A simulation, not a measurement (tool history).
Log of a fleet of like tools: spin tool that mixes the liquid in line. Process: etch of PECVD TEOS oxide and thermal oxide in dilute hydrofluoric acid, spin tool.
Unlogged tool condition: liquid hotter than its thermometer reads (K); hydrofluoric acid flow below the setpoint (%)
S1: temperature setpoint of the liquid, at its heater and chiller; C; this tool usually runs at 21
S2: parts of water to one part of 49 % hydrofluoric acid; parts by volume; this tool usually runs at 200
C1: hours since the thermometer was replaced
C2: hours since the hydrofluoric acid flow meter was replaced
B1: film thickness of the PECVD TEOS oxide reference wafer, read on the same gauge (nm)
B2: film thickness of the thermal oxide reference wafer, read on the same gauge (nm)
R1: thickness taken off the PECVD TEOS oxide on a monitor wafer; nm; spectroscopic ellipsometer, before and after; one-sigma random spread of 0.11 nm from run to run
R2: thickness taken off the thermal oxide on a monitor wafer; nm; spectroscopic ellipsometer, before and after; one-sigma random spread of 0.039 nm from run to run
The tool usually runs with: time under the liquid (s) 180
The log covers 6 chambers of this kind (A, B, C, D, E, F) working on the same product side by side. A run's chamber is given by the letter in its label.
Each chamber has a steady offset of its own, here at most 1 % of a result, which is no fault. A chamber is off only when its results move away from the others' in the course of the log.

{"run": "1B", "day": 0.321, "S1": 21, "S2": 200, "time under the liquid (s)": 180, "C1": 1032.2, "C2": 154.8, "B1": 89.991, "B2": 59.994, "R1": 11.144, "R2": 3.3619}
{"run": "2C", "day": 0.733, "S1": 21, "S2": 200, "time under the liquid (s)": 180, "C1": 348.7, "C2": 274.3, "B1": 90, "B2": 60.007, "R1": 10.83, "R2": 3.4677}
{"run": "3D", "day": 1.008, "S1": 21, "S2": 200, "time under the liquid (s)": 180, "C1": 1132, "C2": 62.5, "B1": 90, "B2": 59.967, "R1": 11.145, "R2": 3.4791}
{"run": "4A", "day": 1.2, "S1": 21, "S2": 200, "time under the liquid (s)": 180, "C1": 810.9, "C2": 751.8, "B1": 90.037, "B2": 60.036, "R1": 11.103, "R2": 3.4024}
{"run": "5F", "day": 1.388, "S1": 21, "S2": 200, "time under the liquid (s)": 180, "C1": 399.9, "C2": 1326.4, "B1": 90, "B2": 60.046, "R1": 11.04, "R2": 3.3817}
{"run": "6E", "day": 1.658, "S1": 21, "S2": 200, "time under the liquid (s)": 180, "C1": 349.4, "C2": 1718.2, "B1": 90.003, "B2": 60.026, "R1": 10.925, "R2": 3.4015}
{"run": "7B", "day": 2.071, "S1": 21, "S2": 200, "time under the liquid (s)": 180, "C1": 1074.2, "C2": 196.8, "B1": 89.993, "B2": 60.01, "R1": 11.038, "R2": 3.3775}
{"run": "8A", "day": 2.312, "S1": 21, "S2": 200, "time under the liquid (s)": 180, "C1": 837.6, "C2": 778.5, "B1": 90.006, "B2": 60.026, "R1": 11.039, "R2": 3.3236}
{"run": "9F", "day": 2.658, "S1": 21, "S2": 200, "time under the liquid (s)": 180, "C1": 430.4, "C2": 1356.9, "B1": 90.004, "B2": 60.056, "R1": 10.669, "R2": 3.3441}
{"run": "10E", "day": 2.983, "S1": 21, "S2": 200, "time under the liquid (s)": 180, "C1": 381.2, "C2": 1750, "B1": 89.996, "B2": 60.023, "R1": 11.024, "R2": 3.5077}
{"run": "11D", "day": 3.221, "S1": 17.5, "S2": 200, "time under the liquid (s)": 240, "C1": 1185.1, "C2": 115.6, "B1": 90.012, "B2": 60.017, "R1": 12.74, "R2": 3.9614}
{"run": "12C", "day": 3.562, "S1": 17.5, "S2": 200, "time under the liquid (s)": 240, "C1": 416.6, "C2": 342.2, "B1": 90.003, "B2": 60.027, "R1": 12.791, "R2": 3.9726}
{"run": "13F", "day": 3.962, "S1": 17.5, "S2": 200, "time under the liquid (s)": 240, "C1": 461.7, "C2": 1388.2, "B1": 89.985, "B2": 60.037, "R1": 12.681, "R2": 3.9128}
{"run": "14B", "day": 4.383, "S1": 17.5, "S2": 200, "time under the liquid (s)": 240, "C1": 1129.7, "C2": 252.3, "B1": 90.01, "B2": 59.962, "R1": 12.811, "R2": 4.0637}
{"day": 4.471, "done": "chamber A: hydrofluoric acid flow meter replaced"}
{"run": "15E", "day": 4.633, "S1": 17.5, "S2": 200, "time under the liquid (s)": 240, "C1": 420.8, "C2": 1789.6, "B1": 90, "B2": 60.011, "R1": 12.827, "R2": 4.1035}
{"run": "16D", "day": 4.946, "S1": 17.5, "S2": 200, "time under the liquid (s)": 240, "C1": 1226.5, "C2": 157, "B1": 90.029, "B2": 60.007, "R1": 12.726, "R2": 4.0478}
{"run": "17C", "day": 5.317, "S1": 21, "S2": 200, "time under the liquid (s)": 180, "C1": 458.7, "C2": 384.3, "B1": 89.993, "B2": 60.02, "R1": 10.753, "R2": 3.3591}
{"run": "18A", "day": 5.721, "S1": 21, "S2": 200, "time under the liquid (s)": 180, "C1": 919.4, "C2": 30.1, "B1": 89.991, "B2": 60, "R1": 11.033, "R2": 3.4381}
{"run": "19B", "day": 6.067, "S1": 21, "S2": 200, "time under the liquid (s)": 180, "C1": 1170.1, "C2": 292.7, "B1": 89.977, "B2": 59.962, "R1": 11.037, "R2": 3.3882}
{"run": "20C", "day": 6.371, "S1": 21, "S2": 200, "time under the liquid (s)": 180, "C1": 484, "C2": 409.6, "B1": 90.002, "B2": 60.03, "R1": 10.56, "R2": 3.3312}
{"run": "21F", "day": 6.575, "S1": 21, "S2": 200, "time under the liquid (s)": 180, "C1": 524.4, "C2": 1450.9, "B1": 89.996, "B2": 60.013, "R1": 11.161, "R2": 3.3338}
{"run": "22D", "day": 6.908, "S1": 21, "S2": 200, "time under the liquid (s)": 180, "C1": 1273.6, "C2": 204.1, "B1": 89.979, "B2": 59.992, "R1": 11.186, "R2": 3.443}
{"run": "23E", "day": 7.208, "S1": 21, "S2": 200, "time under the liquid (s)": 180, "C1": 482.6, "C2": 1851.4, "B1": 90.001, "B2": 59.994, "R1": 11.202, "R2": 3.438}
{"day": 7.333, "done": "chamber C: thermometer replaced"}
{"day": 7.542, "done": "chamber E: hydrofluoric acid flow meter replaced"}
{"run": "24A", "day": 7.558, "S1": 21, "S2": 130, "time under the liquid (s)": 180, "C1": 963.5, "C2": 74.2, "B1": 89.986, "B2": 60.018, "R1": 18.258, "R2": 5.6004}
{"run": "25B", "day": 7.95, "S1": 21, "S2": 130, "time under the liquid (s)": 180, "C1": 1215.3, "C2": 337.9, "B1": 90.009, "B2": 60.011, "R1": 18.054, "R2": 5.6873}
{"run": "26A", "day": 8.133, "S1": 21, "S2": 130, "time under the liquid (s)": 180, "C1": 977.3, "C2": 88, "B1": 89.992, "B2": 59.929, "R1": 18.585, "R2": 5.6275}
{"run": "27E", "day": 8.367, "S1": 21, "S2": 130, "time under the liquid (s)": 180, "C1": 510.4, "C2": 19.8, "B1": 89.985, "B2": 59.986, "R1": 18.734, "R2": 5.7469}
{"run": "28C", "day": 8.754, "S1": 21, "S2": 130, "time under the liquid (s)": 180, "C1": 34.2, "C2": 466.8, "B1": 90.011, "B2": 60.018, "R1": 17.155, "R2": 5.4065}
{"run": "29D", "day": 9.058, "S1": 21, "S2": 130, "time under the liquid (s)": 180, "C1": 1325.2, "C2": 255.7, "B1": 90.005, "B2": 59.994, "R1": 17.763, "R2": 5.7555}
{"run": "30F", "day": 9.429, "S1": 21, "S2": 200, "time under the liquid (s)": 180, "C1": 592.9, "C2": 1519.4, "B1": 90.012, "B2": 59.989, "R1": 11.031, "R2": 3.3535}
{"run": "31F", "day": 9.825, "S1": 18.5, "S2": 260, "time under the liquid (s)": 180, "C1": 602.4, "C2": 1528.9, "B1": 90.015, "B2": 59.97, "R1": 7.3125, "R2": 2.2295}
{"run": "32A", "day": 10.154, "S1": 18.5, "S2": 260, "time under the liquid (s)": 180, "C1": 1025.8, "C2": 136.5, "B1": 89.992, "B2": 60.047, "R1": 7.323, "R2": 2.2535}
{"run": "33B", "day": 10.571, "S1": 18.5, "S2": 260, "time under the liquid (s)": 180, "C1": 1278.2, "C2": 400.8, "B1": 89.983, "B2": 59.997, "R1": 7.1507, "R2": 2.246}
{"run": "34E", "day": 10.904, "S1": 18.5, "S2": 260, "time under the liquid (s)": 180, "C1": 571.3, "C2": 80.7, "B1": 89.996, "B2": 59.993, "R1": 7.2281, "R2": 2.3072}
{"run": "35C", "day": 11.25, "S1": 18.5, "S2": 260, "time under the liquid (s)": 180, "C1": 94.1, "C2": 526.7, "B1": 90.007, "B2": 60.032, "R1": 6.606, "R2": 2.124}
{"run": "36D", "day": 11.638, "S1": 18.5, "S2": 260, "time under the liquid (s)": 180, "C1": 1387.1, "C2": 317.6, "B1": 90.007, "B2": 59.988, "R1": 7.2705, "R2": 2.2587}
{"run": "37C", "day": 11.854, "S1": 21, "S2": 200, "time under the liquid (s)": 180, "C1": 108.6, "C2": 541.2, "B1": 89.997, "B2": 59.992, "R1": 10.046, "R2": 3.1682}

Read the log: is a single chamber off, either drifting away or since a service, is the gauge that measures every chamber drifting, or is nothing wrong beyond small per-chamber offsets? Name any odd chamber and what most likely caused it.

Little by little, chamber C moves away from the other chambers.
Most likely cause: hydrofluoric acid flow below the setpoint (%) = 7.71.

Which of the 4 candidates below, each the usual settings with something changed and its results left as question marks, puts chamber C back in line with what the other chambers give on the usual settings?
In-line tolerance around the mean of the other chambers on the usual settings: R1 0.38 nm; R2 0.14 nm
{"run": "38C-1", "day": 12.158, "S1": 21, "S2": 205, "time under the liquid (s)": 170, "R1": "?", "R2": "?"}
{"run": "38C-2", "day": 12.158, "S1": 21, "S2": 200, "time under the liquid (s)": 185, "R1": "?", "R2": "?"}
{"run": "38C-3", "day": 12.158, "S1": 21, "S2": 195, "time under the liquid (s)": 190, "R1": "?", "R2": "?"}
{"run": "38C-4", "day": 12.158, "S1": 21, "S2": 200, "time under the liquid (s)": 175, "R1": "?", "R2": "?"}

The other chambers' mean on the usual settings: R1 11.013 nm; R2 3.4135 nm
run=38C-1 R1=9.2093 R2=2.8649
run=38C-2 R1=10.33 R2=3.2137
run=38C-3 R1=10.943 R2=3.4042
run=38C-4 R1=9.772 R2=3.04
With 38C-3, the chamber falls back in line with the rest.
